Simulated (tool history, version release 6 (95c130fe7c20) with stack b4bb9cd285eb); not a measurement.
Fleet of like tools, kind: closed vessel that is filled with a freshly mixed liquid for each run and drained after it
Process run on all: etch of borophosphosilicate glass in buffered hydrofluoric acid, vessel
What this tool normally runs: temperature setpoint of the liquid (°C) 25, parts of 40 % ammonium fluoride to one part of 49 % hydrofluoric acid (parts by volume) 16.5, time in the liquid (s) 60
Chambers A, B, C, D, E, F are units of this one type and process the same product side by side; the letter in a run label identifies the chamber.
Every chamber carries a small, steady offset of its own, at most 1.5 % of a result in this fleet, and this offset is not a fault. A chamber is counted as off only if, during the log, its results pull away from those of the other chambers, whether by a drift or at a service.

run,hour,temperature setpoint of the liquid (°C),parts of 40 % ammonium fluoride to one part of 49 % hydrofluoric acid (parts by volume),time in the liquid (s),hours since the thermometer was replaced,hours since the hydrofluoric acid flow meter was replaced,"read-back film thickness of the borophosphosilicate glass reference wafer, read on the same gauge (nm)",thickness taken off the borophosphosilicate glass on a monitor wafer (angstrom)
1F,7.3,25,16.5,60,322.2,402.0,140.02,517.26
2D,19.3,25,16.5,60,1196.0,1079.4,140.02,515.13
3B,29.7,25,16.5,60,237.3,526.5,140.00,509.37
4C,37.9,25,16.5,60,327.7,650.3,139.99,517.18
5A,50.2,25,16.5,60,1566.7,69.6,140.03,514.19
6E,61.2,25,16.5,60,1340.3,598.4,140.00,514.22
7E,67.0,25,16.5,60,1346.1,604.2,139.99,513.91
8F,73.1,25,16.5,60,388.0,467.8,139.95,513.72
9B,81.4,25,16.5,60,289.0,578.2,140.02,510.23
10D,90.7,25,16.5,60,1267.4,1150.8,140.00,510.59
11A,101.6,23,16.5,40,1618.1,121.0,140.02,309.84
12C,110.0,23,16.5,40,399.8,722.4,140.00,307.56
13B,121.1,23,16.5,40,328.7,617.9,140.03,303.49
14C,126.6,23,16.5,40,416.4,739.0,140.01,308.93
15E,132.7,23,16.5,40,1411.8,669.9,139.99,307.30
16F,142.7,23,16.5,40,457.6,537.4,140.01,309.43
17D,153.8,25,16.5,60,1330.5,1213.9,140.01,511.99
18A,161.3,25,16.5,60,1677.8,180.7,139.98,512.66
19B,171.9,25,16.5,60,379.5,668.7,140.00,509.91
20D,178.5,25,19.5,60,1355.2,1238.6,139.99,433.98
21C,189.0,25,19.5,60,478.8,801.4,139.99,435.76
22A,194.9,25,19.5,60,1711.4,214.3,140.01,437.60
23F,206.1,25,19.5,60,521.0,600.8,140.04,453.26
24E,215.9,25,19.5,60,1495.0,753.1,139.99,436.58
25A,222.7,25,19.5,60,1739.2,242.1,139.95,438.50
26F,232.1,28,16.5,60,547.0,626.8,140.01,624.85
27E,239.3,28,16.5,60,1518.4,776.5,140.00,605.66
28C,250.7,28,16.5,60,540.5,863.1,140.00,605.72
29D,258.3,28,16.5,60,1435.0,1318.4,140.01,603.66
30B,268.8,28,16.5,60,476.4,765.6,140.00,603.90
31E,277.4,28,16.5,60,1556.5,814.6,139.99,600.39
32F,283.2,25,16.5,60,598.1,677.9,139.97,537.42
33C,293.9,25,16.5,60,583.7,906.3,140.01,512.14
34A,300.9,25,11.5,80,1817.4,320.3,139.98,982.25
35D,311.2,25,11.5,80,1487.9,1371.3,140.01,971.27
36B,322.3,25,11.5,80,529.9,819.1,140.02,965.36
37A,334.1,25,11.5,80,1850.6,353.5,140.01,983.50

Is one chamber off against the others, does the gauge drift, or is nothing wrong? If a chamber is off, say which, and what the likeliest cause is.

Little by little, chamber F moves away from the other chambers.
Most likely cause: liquid hotter than its thermometer reads (K) = 0.995.
From this log alone, it may not be told apart from: hydrofluoric acid flow above the setpoint (%).

Chamber F could run next with any of the 4 candidate recipes listed below; each alters the usual settings, and their results appear as question marks. Which one brings its results back in line with what the other chambers deliver on the usual settings?
A result is in line if it is within this distance of the other chambers' mean on the usual settings: thickness taken off the borophosphosilicate glass on a monitor wafer (angstrom) 7.10
38F-1,343.0,25.0,15.5,60,,,,?
38F-2,343.0,25.0,17.5,60,,,,?
38F-3,343.0,25.0,16.0,60,,,,?
38F-4,343.0,24.5,16.5,60,,,,?

Average result of the remaining chambers running the usual settings: thickness taken off the borophosphosilicate glass on a monitor wafer (angstrom) 513.67
run,thickness taken off the borophosphosilicate glass on a monitor wafer (angstrom)
38F-1,578.46
38F-2,514.06
38F-3,560.88
38F-4,529.96
It is 38F-2 that realigns the chamber with its peers.
